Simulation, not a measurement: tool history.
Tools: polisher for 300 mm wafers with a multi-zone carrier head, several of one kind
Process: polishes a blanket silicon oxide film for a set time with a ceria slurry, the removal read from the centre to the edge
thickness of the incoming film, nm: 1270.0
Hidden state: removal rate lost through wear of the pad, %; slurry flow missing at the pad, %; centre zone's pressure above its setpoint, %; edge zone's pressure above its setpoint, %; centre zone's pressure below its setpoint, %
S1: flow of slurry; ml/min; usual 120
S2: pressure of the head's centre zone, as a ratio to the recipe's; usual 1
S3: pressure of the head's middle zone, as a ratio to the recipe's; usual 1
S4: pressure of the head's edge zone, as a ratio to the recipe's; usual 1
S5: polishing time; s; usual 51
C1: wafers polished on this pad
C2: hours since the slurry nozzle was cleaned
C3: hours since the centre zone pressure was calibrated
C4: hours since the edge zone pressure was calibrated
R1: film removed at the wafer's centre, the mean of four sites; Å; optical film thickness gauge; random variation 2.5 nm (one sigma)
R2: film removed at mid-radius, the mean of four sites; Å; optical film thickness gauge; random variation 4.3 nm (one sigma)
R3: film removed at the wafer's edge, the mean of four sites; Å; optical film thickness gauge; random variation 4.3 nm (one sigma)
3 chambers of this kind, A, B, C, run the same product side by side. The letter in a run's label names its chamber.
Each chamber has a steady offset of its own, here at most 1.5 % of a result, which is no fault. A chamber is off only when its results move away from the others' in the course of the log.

run   hour   S1    S2    S3  S4  S5    C1     C2     C3      C4      R1      R2      R3
 1B   11.4  120     1     1   1  51   390  105.3  619.4  1141.7  2853.3  2888.4  2846.5
 2A   25.2  120     1     1   1  51   568  371.6  235.1   465.9  2879.2  2971.7  2854.2
 3C   38.5  120     1     1   1  51   841  363.8  382.3   243.7  2878.9  2894.7  2957.7
      51.8  -- chamber C: worn pad replaced by a new one
 4C   54.7  120     1     1   1  51    40    380  398.5   259.9  2858.5  2858.8  2936.8
      58.7  -- chamber A: worn pad replaced by a new one
        60  -- chamber B: edge zone pressure recalibrated
      62.3  -- chamber B: worn pad replaced by a new one
 5A   68.5  120     1   0.9   1  51   133  414.9  278.4   509.2    2893  2675.2  2855.5
 6B   76.3  120     1   0.9   1  51   190  170.2  684.3    16.3  2835.8  2597.3  2852.9
 7B   86.5  120     1   0.9   1  51   328  180.4  694.5    26.5  2843.2  2614.8  2844.5
      92.3  -- chamber C: slurry nozzle cleaned
 8A   94.9  120     1     1   1  51   490  441.3  304.8   535.6    2929  2940.9  2887.8
     104.6  -- chamber B: centre zone pressure recalibrated
 9C  105.6  120     1     1   1  51   730   13.4  449.4   310.8  2947.7  2921.7  2853.7
10C  115.7  120     1     1   1  51   867   23.5  459.5   320.9    2899  2961.1    2844
     117.7  -- chamber C: worn pad replaced by a new one
     120.2  -- chamber B: slurry nozzle cleaned
     121.9  -- chamber A: worn pad replaced by a new one
11A    128  120     1     1   1  51    82  474.4  337.9   568.7  2912.1  2954.4  2828.6
     137.4  -- chamber B: worn pad replaced by a new one
12B  141.6  120     1     1   1  51    57   21.4     37    81.6  2564.8  2929.1  2866.3
13C  149.9  120     1     1   1  51   436   57.7  493.7   355.1  2879.4  2960.7  2882.9
     156.1  -- chamber C: edge zone pressure recalibrated
14B  162.8  120     1     1   1  51   344   42.6   58.2   102.8  2577.4  2890.3  2971.7
15A  170.3  120     1     1   1  51   656  516.7  380.2     611  2931.9  2909.3    2851
     178.9  -- chamber A: slurry nozzle cleaned
16C  184.5  120     1     1   1  51   905   92.3  528.3    28.5  2925.4  2955.4  2969.8
     190.6  -- chamber A: worn pad replaced by a new one
     191.6  -- chamber C: worn pad replaced by a new one
17B  192.7  120     1     1   1  51   749   72.5   88.1   132.7  2603.7    2818  2924.6
18A  201.5  120     1     1   1  51   148   22.7  411.4   642.2  2895.4  2934.7  2923.3
     205.4  -- chamber B: worn pad replaced by a new one
19B  213.9  120     1     1   1  51   115   93.7  109.3   153.9    2551  2886.3  2864.6
20A    230  120     1     1   1  51   534   51.2  439.9   670.7  2912.3  2937.7  2868.6
21C  238.2  120  1.05     1   1  60   632    146    582    82.2  3613.3  3328.6  3383.8
22B  252.6  120  1.05     1   1  60   640  132.4    148   192.6  3168.2  3392.9  3361.2
     262.8  -- chamber C: worn pad replaced by a new one
23A  268.3  120  1.05     1   1  60  1054   89.5  478.2     709  3620.5  3433.8  3407.5
     271.1  -- chamber A: worn pad replaced by a new one
     280.6  -- chamber B: worn pad replaced by a new one
24C  283.2  120     1     1   1  51   277    191    627   127.2  2894.1  2880.7    2925
25A  294.6  120  1.07  1.11   1  51   319  115.8  504.5   735.3  3154.5  3187.1  2861.1
26C  304.3  120  1.07  1.11   1  51   563  212.1  648.1   148.3  3083.6  3175.3  2944.8
27B  315.6  120  1.07  1.11   1  51   474  195.4    211   255.6  2771.3  3250.9  2845.5
28B  325.4  120     1     1   1  51   607  205.2  220.8   265.4  2514.4  2900.8  2898.4
     329.5  -- chamber C: worn pad replaced by a new one
29A  337.1  120     1     1   1  51   895  158.3    547   777.8  2842.7  2914.6  2874.9
30C    348  120     1     1   1  51   251  255.8  691.8     192  2952.2  2893.9  2918.8

What goes on in this fleet: one chamber off, a drifting gauge, or nothing beyond the chambers' own small offsets? Name the chamber and the cause, if any.

A service left chamber B off against the others.
Cause: centre zone's pressure below its setpoint, % = 10.

Here are 4 candidates for chamber B's next run, each the usual settings with a change, their results left as question marks. Which one brings its results back in line with what the others give on the usual settings?
In line means no further than this from the other chambers' mean on the usual settings: R1 88 Å; R2 150 Å; R3 150 Å
31B-1  359.6  110  0.87  1.03  1.04  50                   ?   ?   ?
31B-2  359.6  125  1.09  0.98  0.97  52                   ?   ?   ?
31B-3  359.6  130  1.15  0.96  0.95  52                   ?   ?   ?
31B-4  359.6  115  0.91  1.02  1.03  50                   ?   ?   ?

The other chambers' mean on the usual settings: R1 2898.7 Å; R2 2911.4 Å; R3 2897.6 Å
  run      R1      R2      R3
31B-1  2098.7  2835.4  2826.2
31B-2  2894.1  2901.4  2896.8
31B-3  3097.1    2871  2884.3
31B-4  2233.7  2840.7  2833.7
31B-2 brings the chamber back in line.

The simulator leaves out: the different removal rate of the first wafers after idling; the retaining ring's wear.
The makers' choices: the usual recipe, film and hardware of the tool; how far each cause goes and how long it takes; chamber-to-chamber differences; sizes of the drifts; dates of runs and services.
